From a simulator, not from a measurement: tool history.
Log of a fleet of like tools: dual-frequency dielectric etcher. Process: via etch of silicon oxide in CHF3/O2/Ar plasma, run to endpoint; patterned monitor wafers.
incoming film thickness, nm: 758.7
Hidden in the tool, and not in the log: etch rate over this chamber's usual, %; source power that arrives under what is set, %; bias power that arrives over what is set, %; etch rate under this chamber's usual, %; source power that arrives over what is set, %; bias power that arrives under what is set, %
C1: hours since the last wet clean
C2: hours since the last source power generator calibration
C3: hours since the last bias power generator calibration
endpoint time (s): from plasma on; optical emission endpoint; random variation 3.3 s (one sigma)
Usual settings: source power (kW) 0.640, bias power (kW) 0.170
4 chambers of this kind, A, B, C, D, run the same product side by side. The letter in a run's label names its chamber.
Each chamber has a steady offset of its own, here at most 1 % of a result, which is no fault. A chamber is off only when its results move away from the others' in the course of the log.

{"run": "1A", "hour": 4.0, "source power (kW)": 0.64, "bias power (kW)": 0.17, "C1": 281.2, "C2": 4133.0, "C3": 182.2, "endpoint time (s)": 378.42}
{"run": "2D", "hour": 10.3, "source power (kW)": 0.64, "bias power (kW)": 0.17, "C1": 432.2, "C2": 147.4, "C3": 1836.3, "endpoint time (s)": 382.62}
{"run": "3B", "hour": 14.7, "source power (kW)": 0.64, "bias power (kW)": 0.17, "C1": 205.8, "C2": 2126.8, "C3": 689.2, "endpoint time (s)": 383.2}
{"hour": 17.1, "done": "chamber D: wet clean of the chamber"}
{"run": "4C", "hour": 18.8, "source power (kW)": 0.64, "bias power (kW)": 0.17, "C1": 228.1, "C2": 259.4, "C3": 2340.9, "endpoint time (s)": 382.39}
{"run": "5D", "hour": 25.8, "source power (kW)": 0.64, "bias power (kW)": 0.17, "C1": 8.8, "C2": 162.9, "C3": 1851.8, "endpoint time (s)": 386.63}
{"run": "6B", "hour": 29.0, "source power (kW)": 0.64, "bias power (kW)": 0.17, "C1": 220.1, "C2": 2141.1, "C3": 703.5, "endpoint time (s)": 382.44}
{"run": "7A", "hour": 36.2, "source power (kW)": 0.64, "bias power (kW)": 0.17, "C1": 313.4, "C2": 4165.2, "C3": 214.4, "endpoint time (s)": 377.06}
{"run": "8C", "hour": 40.0, "source power (kW)": 0.64, "bias power (kW)": 0.17, "C1": 249.3, "C2": 280.6, "C3": 2362.1, "endpoint time (s)": 380.62}
{"run": "9C", "hour": 46.2, "source power (kW)": 0.64, "bias power (kW)": 0.17, "C1": 255.5, "C2": 286.8, "C3": 2368.3, "endpoint time (s)": 381.05}
{"run": "10D", "hour": 53.0, "source power (kW)": 0.64, "bias power (kW)": 0.17, "C1": 36.0, "C2": 190.1, "C3": 1879.0, "endpoint time (s)": 381.75}
{"run": "11A", "hour": 59.9, "source power (kW)": 0.64, "bias power (kW)": 0.17, "C1": 337.1, "C2": 4188.9, "C3": 238.1, "endpoint time (s)": 389.95}
{"run": "12B", "hour": 66.4, "source power (kW)": 0.64, "bias power (kW)": 0.17, "C1": 257.5, "C2": 2178.5, "C3": 740.9, "endpoint time (s)": 382.74}
{"run": "13C", "hour": 71.6, "source power (kW)": 0.64, "bias power (kW)": 0.17, "C1": 280.9, "C2": 312.2, "C3": 2393.7, "endpoint time (s)": 381.33}
{"run": "14A", "hour": 78.2, "source power (kW)": 0.64, "bias power (kW)": 0.17, "C1": 355.4, "C2": 4207.2, "C3": 256.4, "endpoint time (s)": 380.65}
{"run": "15B", "hour": 81.9, "source power (kW)": 0.64, "bias power (kW)": 0.17, "C1": 273.0, "C2": 2194.0, "C3": 756.4, "endpoint time (s)": 386.86}
{"run": "16D", "hour": 86.0, "source power (kW)": 0.64, "bias power (kW)": 0.17, "C1": 69.0, "C2": 223.1, "C3": 1912.0, "endpoint time (s)": 384.69}
{"run": "17D", "hour": 90.4, "source power (kW)": 0.64, "bias power (kW)": 0.17, "C1": 73.4, "C2": 227.5, "C3": 1916.4, "endpoint time (s)": 385.0}
{"run": "18C", "hour": 93.8, "source power (kW)": 0.64, "bias power (kW)": 0.17, "C1": 303.1, "C2": 334.4, "C3": 2415.9, "endpoint time (s)": 378.28}
{"run": "19B", "hour": 99.9, "source power (kW)": 0.64, "bias power (kW)": 0.17, "C1": 291.0, "C2": 2212.0, "C3": 774.4, "endpoint time (s)": 386.64}
{"run": "20A", "hour": 105.2, "source power (kW)": 0.64, "bias power (kW)": 0.17, "C1": 382.4, "C2": 4234.2, "C3": 283.4, "endpoint time (s)": 380.04}
{"run": "21A", "hour": 108.9, "source power (kW)": 0.53, "bias power (kW)": 0.188, "C1": 386.1, "C2": 4237.9, "C3": 287.1, "endpoint time (s)": 401.95}
{"run": "22B", "hour": 112.1, "source power (kW)": 0.53, "bias power (kW)": 0.188, "C1": 303.2, "C2": 2224.2, "C3": 786.6, "endpoint time (s)": 399.12}
{"run": "23D", "hour": 116.8, "source power (kW)": 0.53, "bias power (kW)": 0.188, "C1": 99.8, "C2": 253.9, "C3": 1942.8, "endpoint time (s)": 398.12}
{"run": "24C", "hour": 120.1, "source power (kW)": 0.53, "bias power (kW)": 0.188, "C1": 329.4, "C2": 360.7, "C3": 2442.2, "endpoint time (s)": 391.5}

What goes on in this fleet: one chamber off, a drifting gauge, or nothing beyond the chambers' own small offsets? Name the chamber and the cause, if any.

No chamber stands off beyond its own small offset, and the gauge holds steady.
